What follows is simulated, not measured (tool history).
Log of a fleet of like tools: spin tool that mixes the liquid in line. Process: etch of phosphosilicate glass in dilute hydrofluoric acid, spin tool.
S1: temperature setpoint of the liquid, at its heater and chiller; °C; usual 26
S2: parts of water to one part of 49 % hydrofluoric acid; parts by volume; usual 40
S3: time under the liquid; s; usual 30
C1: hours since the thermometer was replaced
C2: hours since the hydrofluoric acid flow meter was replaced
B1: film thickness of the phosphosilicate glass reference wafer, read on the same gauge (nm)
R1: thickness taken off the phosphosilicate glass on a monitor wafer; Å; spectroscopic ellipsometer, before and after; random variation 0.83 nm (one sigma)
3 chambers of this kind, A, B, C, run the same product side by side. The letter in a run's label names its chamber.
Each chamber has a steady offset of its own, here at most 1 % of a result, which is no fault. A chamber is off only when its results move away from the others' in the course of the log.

run   hour    S1  S2  S3     C1     C2      B1      R1
 1C    4.1    26  40  30   79.2    598  50.002    1144
 2B    7.4    26  40  30    339    479  49.995  1156.4
 3A   11.2    26  40  30   80.7  329.8  50.022  1153.3
 4A   13.8    26  40  30   83.3  332.4   50.01    1157
 5B   16.9    26  40  30  348.5  488.5  49.994  1159.4
 6C   20.6    26  40  30   95.7  614.5  50.007    1133
 7C   24.9    26  40  30    100  618.8  49.983  1134.5
 8B     28    26  40  30  359.6  499.6  49.989  1167.9
 9A   31.3    26  40  30  100.8  349.9  50.005  1142.7
10A   35.4  27.5  40  30  104.9    354  49.994  1223.3
11C   37.7  27.5  40  30  112.8  631.6  49.996  1221.9
12B     42  27.5  40  30  373.6  513.6  49.983  1233.6
13C   44.8    26  40  30  119.9  638.7  50.021  1141.1
14A   47.4    26  40  15  116.9    366  49.978  579.14
15B   50.3    26  40  15  381.9  521.9  50.017  574.98
16B   54.1    26  40  15  385.7  525.7  50.003  583.37
17C   58.2    26  40  30  133.3  652.1  50.001  1134.1
18A   60.6    26  40  30  130.1  379.2  50.017  1154.8
19A   63.9    26  50  20  133.4  382.5  50.019  611.59
20B   67.8    26  50  20  399.4  539.4   50.01  609.73
21C   71.1    26  50  20  146.2    665   50.02  597.63
22B   73.2    26  40  30  404.8  544.8   49.99  1134.6
23A   77.1    26  40  30  146.6  395.7   50.01  1165.4
24C   80.4    26  25  30  155.5  674.3  49.987    1874
25B   84.6    26  25  30  416.2  556.2  50.006  1834.7
26C   87.6    26  25  30  162.7  681.5  49.994    1873
27A   91.6    26  40  30  161.1  410.2  50.007  1149.5
28B   93.8  28.5  40  30  425.4  565.4  49.988  1238.9
29C     97  28.5  40  30  172.1  690.9  50.008  1261.1
30A  101.3  28.5  40  30  170.8  419.9  49.978  1273.2
31A  105.2    26  60  30  174.7  423.8  50.003  746.15
32B  107.2    26  60  30  438.8  578.8  49.979  728.54
33C  109.5    26  60  30  184.6  703.4  50.007   734.2
34A  111.5    26  40  30    181  430.1  50.013  1145.3
35C  114.3    26  40  30  189.4  708.2  50.014  1145.9
36B  117.2    26  40  30  448.8  588.8  49.982  1121.4
37C  121.4    26  40  30  196.5  715.3  49.981  1143.3
38B  125.3    23  40  50  456.9  596.9  50.013  1630.1
39A  127.7    23  40  50  197.2  446.3  49.998  1694.4
40C  129.8    23  40  50  204.9  723.7  50.011  1667.1

What goes on in this fleet: one chamber off, a drifting gauge, or nothing beyond the chambers' own small offsets? Name the chamber and the cause, if any.

Chamber B drifts away from the others.
Cause: liquid colder than its thermometer reads (K) = 1.03.
The log may not tell that from: hydrofluoric acid flow below the setpoint (%).

Here are 4 candidates for chamber B's next run, each the usual settings with a change, their results left as question marks. Which one brings its results back in line with what the others give on the usual settings?
In line means no further than this from the other chambers' mean on the usual settings: R1 29 Å
41B-1   133  25  40  30               ?
41B-2   133  24  40  30               ?
41B-3   133  28  40  30               ?
41B-4   133  27  40  30               ?

The other chambers' mean on the usual settings: R1 1147.6 Å
  run      R1
41B-1  1064.3
41B-2  1020.5
41B-3  1206.2
41B-4  1157.1
41B-4 brings the chamber back in line.
